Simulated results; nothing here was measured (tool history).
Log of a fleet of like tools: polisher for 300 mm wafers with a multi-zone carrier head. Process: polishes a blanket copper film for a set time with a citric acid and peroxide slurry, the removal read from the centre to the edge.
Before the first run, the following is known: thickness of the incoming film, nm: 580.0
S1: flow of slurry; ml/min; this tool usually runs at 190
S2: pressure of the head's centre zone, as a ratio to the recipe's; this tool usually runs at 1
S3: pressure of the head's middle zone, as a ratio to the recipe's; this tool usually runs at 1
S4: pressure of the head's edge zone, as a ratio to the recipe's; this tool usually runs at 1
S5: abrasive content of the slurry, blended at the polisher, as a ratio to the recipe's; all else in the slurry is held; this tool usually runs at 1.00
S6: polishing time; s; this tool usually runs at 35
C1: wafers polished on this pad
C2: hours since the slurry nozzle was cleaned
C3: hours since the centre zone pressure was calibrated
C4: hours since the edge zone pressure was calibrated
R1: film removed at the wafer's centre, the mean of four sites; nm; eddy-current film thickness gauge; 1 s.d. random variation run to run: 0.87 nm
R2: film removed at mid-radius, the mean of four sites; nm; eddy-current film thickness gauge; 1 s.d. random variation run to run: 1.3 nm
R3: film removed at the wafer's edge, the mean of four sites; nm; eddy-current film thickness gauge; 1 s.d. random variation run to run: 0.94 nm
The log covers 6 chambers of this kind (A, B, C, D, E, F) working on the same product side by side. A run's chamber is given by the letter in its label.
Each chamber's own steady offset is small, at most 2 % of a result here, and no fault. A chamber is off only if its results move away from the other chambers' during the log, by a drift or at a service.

run	day	S1	S2	S3	S4	S5	S6	C1	C2	C3	C4	R1	R2	R3
1D	0.192	190	1	1	1	1.00	35	604	690.8	334.1	58.4	87.067	84.950	86.926
2C	0.308	190	1	1	1	1.00	35	145	330.2	116.3	1104.3	88.406	85.660	85.594
# day 0.325: chamber A: worn pad replaced by a new one
# day 0.358: chamber D: slurry nozzle cleaned
3E	0.508	190	1	1	1	1.00	35	284	468.4	184.9	1229.5	83.874	84.589	87.849
# day 0.688: chamber F: worn pad replaced by a new one
4A	0.712	190	1	1	1	1.00	35	120	249.5	205.7	840.1	85.393	86.165	85.465
5B	0.946	190	1	1	1	0.85	35	659	274.0	376.0	121.8	84.408	83.377	83.773
6F	1.146	190	1	1	1	0.85	35	142	108.4	877.4	287.7	83.931	82.107	82.640
7D	1.271	190	1	1	1	0.85	35	936	21.9	360.0	84.3	83.419	81.891	83.047
8A	1.512	190	1	1	1	0.85	35	366	268.7	224.9	859.3	83.275	83.177	80.888
# day 1.525: chamber E: edge zone pressure recalibrated
9C	1.617	190	1	1	1	0.85	35	548	361.6	147.7	1135.7	83.737	84.079	83.116
10F	1.762	190	1	1	1	0.85	35	332	123.2	892.2	302.5	83.765	81.519	84.232
# day 1.775: chamber D: worn pad replaced by a new one
11B	1.958	190	1	1	1	1.00	46	971	298.3	400.3	146.1	114.180	112.360	111.520
12E	2.112	190	1	1	1	1.00	46	778	506.9	223.4	14.2	111.480	110.160	113.950
# day 2.158: chamber C: edge zone pressure recalibrated
13C	2.350	190	1	1	1	1.00	46	774	379.2	165.3	4.7	115.420	112.120	111.050
14D	2.492	190	1	1	1	1.00	46	220	51.2	389.3	113.6	114.490	112.980	114.030
15F	2.654	190	1	1	1	1.00	46	607	144.6	913.6	323.9	114.400	109.420	113.650
# day 2.712: chamber F: worn pad replaced by a new one
# day 2.775: chamber E: worn pad replaced by a new one
16E	2.850	190	1	1	1	1.00	46	23	524.6	241.1	31.9	114.340	116.330	111.350
# day 2.900: chamber A: slurry nozzle cleaned
17A	3.008	220	1	1	1	1.15	35	827	2.6	260.8	895.2	91.705	91.929	91.182
# day 3.100: chamber A: worn pad replaced by a new one
18B	3.233	220	1	1	1	1.15	35	1364	328.9	430.9	176.7	91.843	89.433	90.736
# day 3.383: chamber B: worn pad replaced by a new one
# day 3.400: chamber B: slurry nozzle cleaned
19E	3.475	220	1	1	1	1.15	35	216	539.6	256.1	46.9	89.531	89.882	89.783
20A	3.662	220	1	1	1	1.15	35	173	18.3	276.5	910.9	91.304	93.360	90.181
# day 3.688: chamber F: centre zone pressure recalibrated
21C	3.779	220	1	1	1	1.15	35	1215	413.5	199.6	39.0	89.553	92.294	88.515
# day 3.800: chamber C: worn pad replaced by a new one
22F	3.896	220	1	1	1	1.15	35	365	174.4	5.1	353.7	90.127	90.027	91.160
23D	4.075	190	1	1	1	1.00	35	708	89.2	427.3	151.6	86.259	85.011	87.526
# day 4.275: chamber C: slurry nozzle cleaned
24B	4.292	190	1	1	1	1.00	35	280	21.4	456.3	202.1	87.783	87.032	86.512
25F	4.408	190	1	1	1	1.00	35	523	186.7	17.4	366.0	87.145	82.933	86.015
26D	4.562	190	1	1	1	0.80	35	859	100.9	439.0	163.3	83.460	80.646	82.857
# day 4.617: chamber F: worn pad replaced by a new one
27A	4.717	190	1	1	1	0.80	35	498	43.6	301.8	936.2	80.797	84.171	81.148
28C	4.858	190	1	1	1	0.80	35	327	14.1	225.5	64.9	81.709	82.642	81.486
# day 5.079: chamber D: worn pad replaced by a new one
29B	5.096	190	1	1	1	0.80	35	527	40.7	475.6	221.4	83.788	81.917	83.496
# day 5.246: chamber E: worn pad replaced by a new one
30E	5.296	190	1	1	1	0.80	35	15	583.3	299.8	90.6	81.700	83.546	82.685
31F	5.521	190	1	1	1	0.80	35	279	213.4	44.1	392.7	83.205	81.303	82.032
# day 5.712: chamber A: worn pad replaced by a new one
32C	5.762	190	1	1	1	1.10	35	605	35.8	247.2	86.6	88.205	88.144	87.579
33B	6.004	190	1	1	1	1.10	35	807	62.5	497.4	243.2	88.454	87.720	87.687
34A	6.217	190	1	1	1	1.10	35	155	79.6	337.8	972.2	87.914	90.047	87.196
# day 6.354: chamber A: centre zone pressure recalibrated
35D	6.417	190	1	1	1	1.10	35	412	145.4	483.5	207.8	88.239	86.671	87.706
36E	6.642	190	1	1	1	1.10	35	430	615.6	332.1	122.9	87.431	86.213	88.441
# day 6.721: chamber F: worn pad replaced by a new one
37E	6.867	190	1	1	1	1.10	35	500	621.0	337.5	128.3	88.027	88.413	88.699
38B	7.025	190	1	1	1	1.00	35	1122	87.0	521.9	267.7	85.215	86.161	86.565
39C	7.246	190	1	1	1	0.85	41	1063	71.4	282.8	122.2	100.080	96.357	96.825
40D	7.458	190	1	1	1	0.85	41	733	170.4	508.5	232.8	97.371	97.505	97.328
# day 7.625: chamber C: worn pad replaced by a new one
41F	7.679	190	1	1	1	0.85	41	296	265.2	95.9	444.5	98.288	96.800	98.281
# day 7.733: chamber C: centre zone pressure recalibrated
42A	7.854	190	1	1	1	0.85	41	660	118.9	36.0	1011.5	96.212	98.675	98.077
43A	8.025	190	1	1	1	0.85	41	713	123.0	40.1	1015.6	95.936	98.012	96.178
44C	8.262	190	1	1	1	0.85	41	197	95.8	12.8	146.6	96.087	97.983	95.062

Is one chamber out of step, is the gauge drifting, or do the chambers differ by no more than their own small offsets? For an off chamber, give its letter and the likeliest cause.

The fleet is healthy, with each chamber sitting at its usual small offset and no drift in the gauge.
